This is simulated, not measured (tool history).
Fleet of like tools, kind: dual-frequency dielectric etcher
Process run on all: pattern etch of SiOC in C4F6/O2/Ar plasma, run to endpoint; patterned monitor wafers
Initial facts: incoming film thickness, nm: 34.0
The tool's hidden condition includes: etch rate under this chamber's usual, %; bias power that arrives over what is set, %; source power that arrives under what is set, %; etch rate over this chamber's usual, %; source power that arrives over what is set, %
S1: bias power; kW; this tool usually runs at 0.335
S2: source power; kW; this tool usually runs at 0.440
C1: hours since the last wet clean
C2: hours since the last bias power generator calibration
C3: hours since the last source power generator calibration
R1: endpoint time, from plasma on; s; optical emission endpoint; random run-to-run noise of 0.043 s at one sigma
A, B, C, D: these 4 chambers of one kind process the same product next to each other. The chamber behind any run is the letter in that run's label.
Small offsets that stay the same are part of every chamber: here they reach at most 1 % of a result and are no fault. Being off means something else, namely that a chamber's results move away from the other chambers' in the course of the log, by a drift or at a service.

| run | hour | S1 | S2 | C1 | C2 | C3 | R1 |
|---|---|---|---|---|---|---|---|
| 1C | 3.0 | 0.335 | 0.440 | 441.9 | 1733.3 | 1690.8 | 12.689 |
| 2B | 8.3 | 0.335 | 0.440 | 214.1 | 2115.2 | 695.8 | 12.727 |
| 3A | 12.8 | 0.335 | 0.440 | 186.8 | 2598.3 | 1890.0 | 12.866 |
| 4D | 17.1 | 0.335 | 0.440 | 314.6 | 1540.9 | 159.2 | 12.766 |
| 5B | 19.9 | 0.335 | 0.490 | 225.7 | 2126.8 | 707.4 | 12.217 |
| 6A | 24.2 | 0.335 | 0.490 | 198.2 | 2609.7 | 1901.4 | 12.359 |
| 7D | 27.3 | 0.335 | 0.490 | 324.8 | 1551.1 | 169.4 | 12.347 |
| 8C | 32.2 | 0.335 | 0.490 | 471.1 | 1762.5 | 1720.0 | 12.195 |
| 9A | 37.6 | 0.335 | 0.440 | 211.6 | 2623.1 | 1914.8 | 12.795 |
| 10D | 41.2 | 0.335 | 0.440 | 338.7 | 1565.0 | 183.3 | 12.785 |
| 11C | 45.8 | 0.335 | 0.440 | 484.7 | 1776.1 | 1733.6 | 12.738 |
| 12B | 48.8 | 0.335 | 0.440 | 254.6 | 2155.7 | 736.3 | 12.717 |
| 13C | 52.6 | 0.335 | 0.440 | 491.5 | 1782.9 | 1740.4 | 12.755 |
| 14B | 55.4 | 0.335 | 0.440 | 261.2 | 2162.3 | 742.9 | 12.644 |
| 15A | 58.4 | 0.335 | 0.440 | 232.4 | 2643.9 | 1935.6 | 12.955 |
| 16D | 62.0 | 0.335 | 0.440 | 359.5 | 1585.8 | 204.1 | 12.730 |
|  | 63.4 | chamber D: wet clean of the chamber |
| 17C | 64.6 | 0.335 | 0.440 | 503.5 | 1794.9 | 1752.4 | 12.709 |
| 18B | 69.4 | 0.335 | 0.440 | 275.2 | 2176.3 | 756.9 | 12.784 |
| 19A | 74.5 | 0.335 | 0.440 | 248.5 | 2660.0 | 1951.7 | 12.965 |
| 20D | 79.5 | 0.335 | 0.440 | 16.2 | 1603.3 | 221.6 | 12.710 |
| 21A | 84.2 | 0.335 | 0.440 | 258.2 | 2669.7 | 1961.4 | 13.072 |
|  | 86.5 | chamber C: wet clean of the chamber |
| 22D | 89.4 | 0.335 | 0.440 | 26.1 | 1613.2 | 231.5 | 12.787 |
| 23B | 92.5 | 0.373 | 0.440 | 298.3 | 2199.4 | 780.0 | 12.248 |
| 24C | 96.9 | 0.373 | 0.440 | 10.4 | 1827.2 | 1784.7 | 12.156 |

Is one chamber out of step, is the gauge drifting, or do the chambers differ by no more than their own small offsets? For an off chamber, give its letter and the likeliest cause.

It is chamber A that slowly wanders off from its peers.
What lies behind it: etch rate under this chamber's usual, % = 2.27.
It could be hard to tell apart here from: source power that arrives under what is set, %.

Which of the 4 candidates below, each the usual settings with something changed and its results left as question marks, puts chamber A back in line with what the other chambers give on the usual settings?
In line means no further than this from the other chambers' mean on the usual settings: R1 0.150 s
| 25A-1 | 101.0 | 0.349 | 0.460 |  |  |  | ? |
| 25A-2 | 101.0 | 0.305 | 0.440 |  |  |  | ? |
| 25A-3 | 101.0 | 0.363 | 0.480 |  |  |  | ? |
| 25A-4 | 101.0 | 0.276 | 0.440 |  |  |  | ? |

Other chambers, usual settings, mean: R1 12.744 s
| run | R1 |
|---|---|
| 25A-1 | 12.755 |
| 25A-2 | 13.603 |
| 25A-3 | 12.377 |
| 25A-4 | 14.082 |
Change 25A-1 lands the chamber within the allowed miss of the other chambers.

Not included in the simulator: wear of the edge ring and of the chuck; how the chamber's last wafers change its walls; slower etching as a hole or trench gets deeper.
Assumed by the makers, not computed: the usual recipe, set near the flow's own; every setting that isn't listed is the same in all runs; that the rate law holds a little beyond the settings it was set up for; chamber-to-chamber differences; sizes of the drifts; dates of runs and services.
